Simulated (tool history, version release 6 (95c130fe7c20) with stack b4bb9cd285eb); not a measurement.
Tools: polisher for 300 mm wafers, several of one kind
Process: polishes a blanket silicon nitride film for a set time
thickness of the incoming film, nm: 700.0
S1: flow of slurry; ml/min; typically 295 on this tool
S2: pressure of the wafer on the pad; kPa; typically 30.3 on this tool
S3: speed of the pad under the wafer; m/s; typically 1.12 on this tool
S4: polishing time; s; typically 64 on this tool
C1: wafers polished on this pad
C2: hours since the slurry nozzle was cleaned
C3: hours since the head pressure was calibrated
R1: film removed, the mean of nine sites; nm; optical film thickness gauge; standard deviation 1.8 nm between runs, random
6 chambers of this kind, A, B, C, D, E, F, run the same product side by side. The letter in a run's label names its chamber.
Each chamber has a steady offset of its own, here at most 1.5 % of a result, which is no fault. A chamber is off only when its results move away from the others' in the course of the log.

run	hour	S1	S2	S3	S4	C1	C2	C3	R1
# hour 1.1: chamber D: worn pad replaced by a new one
1D	8.7	295	30.3	1.12	64	72	96.0	277.5	160.730
# hour 14.1: chamber A: head pressure recalibrated
2F	14.3	295	30.3	1.12	64	333	26.8	343.4	158.670
3B	20.2	295	30.3	1.12	64	492	269.4	1349.9	160.060
4E	28.1	295	30.3	1.12	64	386	142.5	542.3	158.330
# hour 29.5: chamber B: worn pad replaced by a new one
5C	33.4	295	30.3	1.12	64	1248	342.6	416.1	160.420
# hour 36.8: chamber A: worn pad replaced by a new one
6A	39.7	295	30.3	1.12	64	27	304.4	25.7	161.820
# hour 43.4: chamber B: head pressure recalibrated
7B	46.8	295	24.8	1.12	64	163	296.0	3.5	126.720
8E	52.4	295	24.8	1.12	64	616	166.8	566.6	130.390
# hour 56.1: chamber C: worn pad replaced by a new one
9F	61.1	295	24.8	1.12	64	776	73.6	390.2	129.110
# hour 62.1: chamber C: slurry nozzle cleaned
10C	67.8	295	24.8	1.12	64	111	5.8	450.5	130.260
11D	76.4	295	24.8	1.12	64	712	163.7	345.2	129.230
# hour 79.6: chamber D: worn pad replaced by a new one
12A	83.4	295	24.8	1.12	64	441	348.1	69.4	131.550
# hour 86.4: chamber B: worn pad replaced by a new one
13C	88.7	295	30.3	1.12	64	309	26.7	471.4	159.840
14D	97.3	295	30.3	1.12	64	167	184.6	366.1	159.140
# hour 98.8: chamber E: worn pad replaced by a new one
15F	104.0	295	30.3	0.80	54	1181	116.5	433.1	101.290
16A	109.1	295	30.3	0.80	54	684	373.8	95.1	106.520
17B	114.3	295	30.3	0.80	54	264	363.5	71.0	102.740
18E	120.6	295	30.3	0.80	54	206	235.0	634.8	100.840
19F	126.4	295	30.3	0.80	54	1393	138.9	455.5	103.370
20C	130.8	295	30.3	0.80	54	707	68.8	513.5	103.250
# hour 137.1: chamber F: worn pad replaced by a new one
21A	138.8	295	30.3	1.12	64	965	403.5	124.8	161.190
# hour 144.3: chamber E: head pressure recalibrated
22D	145.4	295	30.3	1.12	64	622	232.7	414.2	156.760
23B	153.9	295	30.3	1.12	64	639	403.1	110.6	156.300
# hour 154.5: chamber B: worn pad replaced by a new one
24E	158.0	295	21.4	0.74	64	560	272.4	13.8	86.558
25B	162.2	295	21.4	0.74	64	73	411.4	118.9	79.600
26E	167.7	295	21.4	0.74	64	652	282.1	23.5	84.905
# hour 169.2: chamber D: worn pad replaced by a new one
27C	174.2	295	21.4	0.74	64	1117	112.2	556.9	81.455
28D	181.5	295	21.4	0.74	64	116	268.8	450.3	79.777
# hour 185.5: chamber A: worn pad replaced by a new one
29F	187.8	295	21.4	0.74	64	480	200.3	516.9	79.932
30A	191.8	295	30.3	1.12	64	60	456.5	177.8	162.890
# hour 199.1: chamber E: worn pad replaced by a new one
31B	199.7	295	30.3	1.12	64	428	448.9	156.4	157.230
32D	208.5	295	30.3	1.12	64	372	295.8	477.3	157.140
# hour 209.4: chamber C: worn pad replaced by a new one
33C	213.0	295	30.3	1.12	64	34	151.0	595.7	160.490
# hour 213.3: chamber F: slurry nozzle cleaned
34E	220.0	295	30.3	1.12	64	198	334.4	75.8	171.620
35A	227.5	295	30.3	1.12	64	397	492.2	213.5	162.800
36F	232.2	295	30.3	1.12	64	900	19.0	561.3	158.180
37E	238.5	370	30.3	1.50	64	373	352.9	94.3	218.510
38F	244.2	370	30.3	1.50	64	1013	31.0	573.3	206.810
39D	250.6	370	30.3	1.50	64	770	337.9	519.4	202.550
40A	258.4	370	30.3	1.50	64	690	523.1	244.4	212.420

All chambers now run identical settings, listed one chamber a line with results as question marks. What results will each chamber show?
41A	264.8	295	30.3	1.12	45				?
41B	264.8	295	30.3	1.12	45				?
41C	264.8	295	30.3	1.12	45				?
41D	264.8	295	30.3	1.12	45				?
41E	264.8	295	30.3	1.12	45				?
41F	264.8	295	30.3	1.12	45				?

run	R1
41A	113.970
41B	109.210
41C	114.560
41D	113.610
41E	118.100
41F	112.080
